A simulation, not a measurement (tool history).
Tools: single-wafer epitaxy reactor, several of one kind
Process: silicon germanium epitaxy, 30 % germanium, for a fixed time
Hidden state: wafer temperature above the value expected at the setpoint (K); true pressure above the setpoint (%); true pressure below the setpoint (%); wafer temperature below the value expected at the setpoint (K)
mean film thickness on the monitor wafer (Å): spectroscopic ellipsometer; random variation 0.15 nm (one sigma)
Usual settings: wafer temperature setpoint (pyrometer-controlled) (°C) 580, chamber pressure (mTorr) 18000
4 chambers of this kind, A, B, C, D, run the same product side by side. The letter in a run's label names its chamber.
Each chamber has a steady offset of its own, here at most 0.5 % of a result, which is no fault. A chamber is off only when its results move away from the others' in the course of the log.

run   hour  wafer temperature setpoint (pyrometer-controlled) (°C)  chamber pressure (mTorr)  hours since the last pyrometer calibration  hours since the last manometer calibration  read-back reference wafer on the same gauge, thickness_nm  mean film thickness on the monitor wafer (Å)
 1D   10.7                                                     580                     18000                                      2205.7                                      1180.6                                                     43.421                                        390.99
      13.6  -- chamber A: pyrometer calibrated
 2B   18.0                                                     580                     18000                                        56.3                                      2283.8                                                     43.398                                        387.47
 3A   28.9                                                     580                     18000                                        15.3                                       283.0                                                     43.387                                        386.15
 4C   35.8                                                     580                     18000                                      1632.5                                       366.3                                                     43.397                                        389.47
 5D   47.4                                                     580                     18000                                      2242.4                                      1217.3                                                     43.427                                        393.03
 6B   60.2                                                     580                     18000                                        98.5                                      2326.0                                                     43.350                                        388.19
 7A   72.8                                                     580                     18000                                        59.2                                       326.9                                                     43.380                                        387.32
 8C   84.6                                                     580                     18000                                      1681.3                                       415.1                                                     43.349                                        386.89
 9A   98.7                                                     580                     18000                                        85.1                                       352.8                                                     43.339                                        392.39
10D  111.2                                                     580                     18000                                      2306.2                                      1281.1                                                     43.408                                        390.41
11B  118.0                                                     580                     18000                                       156.3                                      2383.8                                                     43.413                                        389.46
12C  127.2                                                     580                     18000                                      1723.9                                       457.7                                                     43.375                                        386.99
13C  134.7                                                     580                     18000                                      1731.4                                       465.2                                                     43.412                                        387.81
     143.9  -- chamber D: pyrometer calibrated
14D  147.8                                                     580                     18000                                         4.0                                      1317.7                                                     43.326                                        372.15
15B  163.0                                                     580                     18000                                       201.3                                      2428.8                                                     43.381                                        386.87
16A  176.9                                                     580                     18000                                       163.3                                       431.0                                                     43.397                                        388.76
17B  184.9                                                     580                     18000                                       223.2                                      2450.7                                                     43.407                                        387.50
18C  197.9                                                     580                     18000                                      1794.6                                       528.4                                                     43.437                                        391.55
19A  208.1                                                     580                     18000                                       194.5                                       462.2                                                     43.388                                        388.11
20D  222.9                                                     580                     18000                                        79.1                                      1392.8                                                     43.426                                        371.59
21B  236.8                                                     573                     18000                                       275.1                                      2502.6                                                     43.405                                        339.10
22D  244.4                                                     573                     18000                                       100.6                                      1414.3                                                     43.351                                        323.57
23C  253.9                                                     573                     18000                                      1850.6                                       584.4                                                     43.367                                        340.51
24A  268.6                                                     573                     18000                                       255.0                                       522.7                                                     43.390                                        338.62
25D  277.1                                                     580                     18000                                       133.3                                      1447.0                                                     43.381                                        370.77
26B  291.1                                                     580                     18000                                       329.4                                      2556.9                                                     43.419                                        389.30
27C  305.3                                                     573                     14500                                      1902.0                                       635.8                                                     43.407                                        308.67
28A  314.5                                                     573                     14500                                       300.9                                       568.6                                                     43.395                                        311.70
29D  323.9                                                     573                     14500                                       180.1                                      1493.8                                                     43.422                                        298.39
30B  336.1                                                     573                     14500                                       374.4                                      2601.9                                                     43.416                                        312.79
31A  349.3                                                     580                     18000                                       335.7                                       603.4                                                     43.362                                        387.94
32C  363.0                                                     580                     18000                                      1959.7                                       693.5                                                     43.410                                        388.45
33A  377.1                                                     580                     18000                                       363.5                                       631.2                                                     43.387                                        392.29

Is one chamber off against the others, does the gauge drift, or is nothing wrong? If a chamber is off, say which, and what the likeliest cause is.

A service left chamber D off against the others.
Cause: wafer temperature below the value expected at the setpoint (K) = 2.48.

Here are 4 candidates for chamber D's next run, each the usual settings with a change, their results left as question marks. Which one brings its results back in line with what the others give on the usual settings?
In line means no further than this from the other chambers' mean on the usual settings: mean film thickness on the monitor wafer (Å) 5.30
34D-1  388.2                                                     581                     18100                                                                                                                                                                                                ?
34D-2  388.2                                                     579                     18000                                                                                                                                                                                                ?
34D-3  388.2                                                     582                     18000                                                                                                                                                                                                ?
34D-4  388.2                                                     580                     16100                                                                                                                                                                                                ?

The other chambers' mean on the usual settings: mean film thickness on the monitor wafer (Å) 388.87
  run  mean film thickness on the monitor wafer (Å)
34D-1                                        380.57
34D-2                                        365.18
34D-3                                        387.20
34D-4                                        356.14
34D-3 brings the chamber back in line.

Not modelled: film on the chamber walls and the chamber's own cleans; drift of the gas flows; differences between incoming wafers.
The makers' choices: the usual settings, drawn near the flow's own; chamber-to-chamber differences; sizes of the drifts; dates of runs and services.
